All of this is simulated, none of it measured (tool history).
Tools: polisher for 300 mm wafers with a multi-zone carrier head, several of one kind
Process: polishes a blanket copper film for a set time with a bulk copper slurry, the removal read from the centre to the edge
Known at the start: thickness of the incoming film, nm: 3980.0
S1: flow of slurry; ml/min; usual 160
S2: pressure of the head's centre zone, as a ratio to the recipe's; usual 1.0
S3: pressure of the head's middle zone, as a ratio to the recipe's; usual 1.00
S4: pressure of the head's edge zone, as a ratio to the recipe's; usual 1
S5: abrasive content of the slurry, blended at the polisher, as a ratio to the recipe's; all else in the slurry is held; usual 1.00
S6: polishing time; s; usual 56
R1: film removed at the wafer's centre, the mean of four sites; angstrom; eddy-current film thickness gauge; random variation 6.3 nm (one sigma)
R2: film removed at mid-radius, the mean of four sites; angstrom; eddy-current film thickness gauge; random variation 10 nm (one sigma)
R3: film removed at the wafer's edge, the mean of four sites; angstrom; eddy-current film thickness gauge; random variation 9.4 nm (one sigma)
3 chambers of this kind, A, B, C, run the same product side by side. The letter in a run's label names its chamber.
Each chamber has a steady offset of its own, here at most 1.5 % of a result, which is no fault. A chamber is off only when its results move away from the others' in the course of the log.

| run | hour | S1 | S2 | S3 | S4 | S5 | S6 | R1 | R2 | R3 |
|---|---|---|---|---|---|---|---|---|---|---|
|  | 4.0 | chamber A: worn pad replaced by a new one |
| 1A | 4.5 | 160 | 1.0 | 1.00 | 1 | 1.00 | 56 | 7212.7 | 7289.8 | 7208.2 |
| 2C | 8.5 | 160 | 1.0 | 1.00 | 1 | 1.00 | 56 | 7064.2 | 7017.4 | 7242.3 |
| 3B | 16.6 | 160 | 1.0 | 1.00 | 1 | 1.00 | 56 | 7273.3 | 7073.4 | 7075.5 |
|  | 17.2 | chamber C: worn pad replaced by a new one |
| 4C | 20.6 | 160 | 1.0 | 1.00 | 1 | 1.00 | 56 | 7154.9 | 7102.3 | 7245.8 |
| 5A | 26.8 | 160 | 1.0 | 1.00 | 1 | 1.00 | 56 | 7258.0 | 7152.9 | 7214.9 |
|  | 32.3 | chamber C: slurry nozzle cleaned |
| 6B | 34.6 | 160 | 1.0 | 1.00 | 1 | 1.00 | 56 | 7215.9 | 6852.0 | 7372.2 |
| 7B | 39.2 | 160 | 1.0 | 1.00 | 1 | 1.00 | 56 | 7254.3 | 7264.0 | 7098.9 |
| 8A | 47.7 | 160 | 1.0 | 1.00 | 1 | 1.00 | 56 | 7247.9 | 7263.2 | 7123.2 |
| 9C | 52.0 | 205 | 1.1 | 1.00 | 1 | 1.00 | 56 | 8437.8 | 7199.3 | 7414.2 |
| 10A | 60.2 | 205 | 1.1 | 1.00 | 1 | 1.00 | 56 | 8393.1 | 7511.8 | 7373.8 |
| 11C | 68.3 | 205 | 1.1 | 1.00 | 1 | 1.00 | 56 | 8322.9 | 7512.2 | 7308.1 |
| 12B | 75.6 | 160 | 1.0 | 1.00 | 1 | 1.00 | 56 | 7238.2 | 6985.1 | 7176.3 |
| 13B | 83.8 | 160 | 1.0 | 1.00 | 1 | 1.00 | 56 | 7089.8 | 7060.2 | 7109.2 |
| 14C | 89.0 | 160 | 1.0 | 1.00 | 1 | 1.00 | 56 | 7049.2 | 7077.3 | 7173.5 |
|  | 89.8 | chamber B: worn pad replaced by a new one |
| 15A | 93.2 | 160 | 1.0 | 1.00 | 1 | 1.00 | 56 | 7283.1 | 7063.3 | 7058.8 |
| 16C | 97.9 | 160 | 1.0 | 1.00 | 1 | 1.00 | 56 | 7099.6 | 7062.9 | 6947.5 |
|  | 102.1 | chamber A: worn pad replaced by a new one |
| 17B | 102.1 | 160 | 1.0 | 1.00 | 1 | 1.00 | 56 | 7122.7 | 7215.7 | 7019.6 |
|  | 102.2 | chamber C: worn pad replaced by a new one |
| 18A | 109.3 | 160 | 1.0 | 1.00 | 1 | 1.00 | 56 | 7108.4 | 7124.5 | 7323.6 |
| 19B | 115.4 | 160 | 1.0 | 1.00 | 1 | 1.00 | 56 | 7328.6 | 7092.2 | 7112.1 |
| 20A | 122.5 | 135 | 1.0 | 1.00 | 1 | 1.00 | 56 | 6931.8 | 7011.2 | 7019.7 |
|  | 125.2 | chamber B: centre zone pressure recalibrated |
| 21C | 127.9 | 135 | 1.0 | 1.00 | 1 | 1.00 | 56 | 6846.2 | 7141.3 | 7056.5 |
| 22A | 136.0 | 135 | 1.0 | 1.00 | 1 | 1.00 | 56 | 7027.2 | 7031.0 | 6758.8 |
| 23C | 143.3 | 160 | 1.0 | 1.00 | 1 | 1.00 | 56 | 7191.6 | 6946.2 | 7078.1 |
| 24B | 152.3 | 160 | 1.0 | 1.00 | 1 | 1.00 | 56 | 7653.5 | 6999.3 | 7228.6 |
| 25B | 158.1 | 160 | 1.0 | 0.93 | 1 | 1.15 | 56 | 7854.9 | 6804.2 | 7353.5 |
| 26C | 164.4 | 160 | 1.0 | 0.93 | 1 | 1.15 | 56 | 7424.6 | 6730.6 | 7482.4 |
| 27A | 170.5 | 160 | 1.0 | 0.93 | 1 | 1.15 | 56 | 7432.7 | 6907.5 | 7470.6 |
| 28A | 176.9 | 160 | 1.0 | 1.00 | 1 | 1.00 | 56 | 7212.0 | 7067.2 | 7063.6 |
| 29C | 184.3 | 160 | 1.0 | 1.00 | 1 | 1.00 | 56 | 7127.5 | 7078.8 | 7033.8 |
| 30B | 193.1 | 160 | 1.0 | 1.00 | 1 | 1.00 | 56 | 7602.0 | 7109.3 | 7025.0 |

What goes on in this fleet: one chamber off, a drifting gauge, or nothing beyond the chambers' own small offsets? Name the chamber and the cause, if any.

A service left chamber B off against the others.
Cause: centre zone's pressure above its setpoint, % = 5.16.

Here are 4 candidates for chamber B's next run, each the usual settings with a change, their results left as question marks. Which one brings its results back in line with what the others give on the usual settings?
In line means no further than this from the other chambers' mean on the usual settings: R1 220.0 angstrom; R2 350.0 angstrom; R3 330.0 angstrom
| 31B-1 | 199.6 | 165 | 1.04 | 0.99 | 0.99 | 1.00 | 56 | ? | ? | ? |
| 31B-2 | 199.6 | 165 | 1.09 | 0.98 | 0.97 | 1.00 | 57 | ? | ? | ? |
| 31B-3 | 199.6 | 155 | 0.96 | 1.01 | 1.01 | 1.00 | 56 | ? | ? | ? |
| 31B-4 | 199.6 | 155 | 0.92 | 1.02 | 1.02 | 1.00 | 55 | ? | ? | ? |

The other chambers' mean on the usual settings: R1 7189.7 angstrom; R2 7105.7 angstrom; R3 7146.3 angstrom
| run | R1 | R2 | R3 |
|---|---|---|---|
| 31B-1 | 8010.0 | 7112.8 | 7199.1 |
| 31B-2 | 8584.3 | 7169.8 | 7250.0 |
| 31B-3 | 7240.4 | 7169.1 | 7215.6 |
| 31B-4 | 6782.4 | 7107.7 | 7123.2 |
31B-3 brings the chamber back in line.
